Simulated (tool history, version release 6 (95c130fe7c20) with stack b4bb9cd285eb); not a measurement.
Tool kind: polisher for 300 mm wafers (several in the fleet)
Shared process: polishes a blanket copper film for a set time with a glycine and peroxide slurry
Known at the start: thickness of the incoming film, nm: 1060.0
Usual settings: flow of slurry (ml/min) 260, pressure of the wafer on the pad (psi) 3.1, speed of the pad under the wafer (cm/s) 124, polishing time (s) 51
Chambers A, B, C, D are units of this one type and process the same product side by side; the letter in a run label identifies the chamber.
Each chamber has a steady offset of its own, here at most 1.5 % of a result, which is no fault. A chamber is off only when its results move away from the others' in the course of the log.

run,hour,flow of slurry (ml/min),pressure of the wafer on the pad (psi),speed of the pad under the wafer (cm/s),polishing time (s),wafers polished on this pad,hours since the slurry nozzle was cleaned,hours since the head pressure was calibrated,film removed (angstrom)
1C,12.3,260,3.1,124,51,368,17.9,344.7,4233.1
# hour 16.5: chamber B: worn pad replaced by a new one
2D,20.3,260,3.1,124,51,637,513.9,56.9,4242.1
# hour 28.8: chamber B: head pressure recalibrated
3A,31,260,3.1,124,51,601,110.8,720.7,4173.9
4B,36.7,260,3.1,124,51,178,338,7.9,4243.3
5A,45,260,2.3,124,60,724,124.8,734.7,3712.4
6B,53,260,2.3,124,60,321,354.3,24.2,3782.9
7C,65.1,260,2.3,124,60,831,70.7,397.5,3861.7
# hour 75.4: chamber A: head pressure recalibrated
8D,75.9,260,2.3,124,60,1124,569.5,112.5,3824.7
9A,83,260,3.1,124,51,1057,162.8,7.6,4091.6
# hour 89: chamber B: worn pad replaced by a new one
10D,91.5,215,3.7,124,51,1261,585.1,128.1,4842.6
# hour 95.5: chamber C: head pressure recalibrated
# hour 99.7: chamber D: worn pad replaced by a new one
11C,103.1,215,3.7,124,51,1164,108.7,7.6,4815.4
12B,114.2,215,3.7,124,51,221,415.5,85.4,4785.1
# hour 118.7: chamber C: worn pad replaced by a new one
13A,126.2,215,3.7,124,51,1436,206,50.8,4658
14D,138.2,260,3.1,124,51,338,631.8,174.8,4220.4
15C,150.3,260,3.1,124,51,277,155.9,54.8,4145.4
16B,157.7,260,3.1,124,51,603,459,128.9,4189.3
17D,165,260,3.1,124,51,573,658.6,201.6,4269.7
18C,173.6,260,3.1,124,51,482,179.2,78.1,4251.8
19B,180.4,260,3.1,124,51,802,481.7,151.6,4140
# hour 180.9: chamber B: worn pad replaced by a new one
20A,186.2,260,3.1,124,51,1963,266,110.8,3912.8
21B,195.2,260,3.1,124,51,125,496.5,166.4,4159.2
22A,205.8,260,3.1,124,51,2135,285.6,130.4,3906.9
23C,212.6,260,3.1,124,51,824,218.2,117.1,4153.7
24D,220,260,3.1,124,51,1056,713.6,256.6,4231
25B,229.1,260,3.1,124,51,423,530.4,200.3,4233.5
# hour 233.4: chamber D: slurry nozzle cleaned
26A,241,260,3.1,124,51,2444,320.8,165.6,3886.9
27D,252.9,260,3.1,124,51,1344,19.5,289.5,4200.6
28C,261,260,2.4,138,51,1248,266.6,165.5,3595.2
# hour 267.8: chamber D: worn pad replaced by a new one
# hour 269.5: chamber B: worn pad replaced by a new one
29C,273.6,260,2.4,138,51,1359,279.2,178.1,3696.5
# hour 279.3: chamber B: slurry nozzle cleaned
# hour 283: chamber C: worn pad replaced by a new one
30D,283.7,260,2.4,138,51,139,50.3,320.3,3733.1
31A,291.6,260,2.4,138,51,2888,371.4,216.2,3349.1
32B,302.9,260,3.1,124,51,293,23.7,274.1,4154.7
33D,313.2,260,3.1,124,51,398,79.8,349.8,4210.9
34C,323,260,3.1,124,51,351,328.6,227.5,4135.6

Has any chamber moved away from the others, gradually or after a service, or does the common gauge drift, or do the chambers differ only by their own small steady offsets? State the chamber and the most likely cause if one applies.

Little by little, chamber A moves away from the other chambers.
Most likely cause: removal rate lost through wear of the pad, % = 9.38.

Here are 4 candidates for chamber A's next run, each the usual settings with a change, their results left as question marks. Which one brings its results back in line with what the others give on the usual settings?
A result is in line if it is within this distance of the other chambers' mean on the usual settings: film removed (angstrom) 160
35A-1,332.1,260,3,124,50,,,,?
35A-2,332.1,260,3.3,132,51,,,,?
35A-3,332.1,260,3.2,126,51,,,,?
35A-4,332.1,260,2.7,124,51,,,,?

Usual-settings mean across the other chambers: film removed (angstrom) 4189.7
run,film removed (angstrom)
35A-1,3537.3
35A-2,4142.1
35A-3,3869.9
35A-4,3295.9
35A-2 puts the chamber back in line with the other chambers.
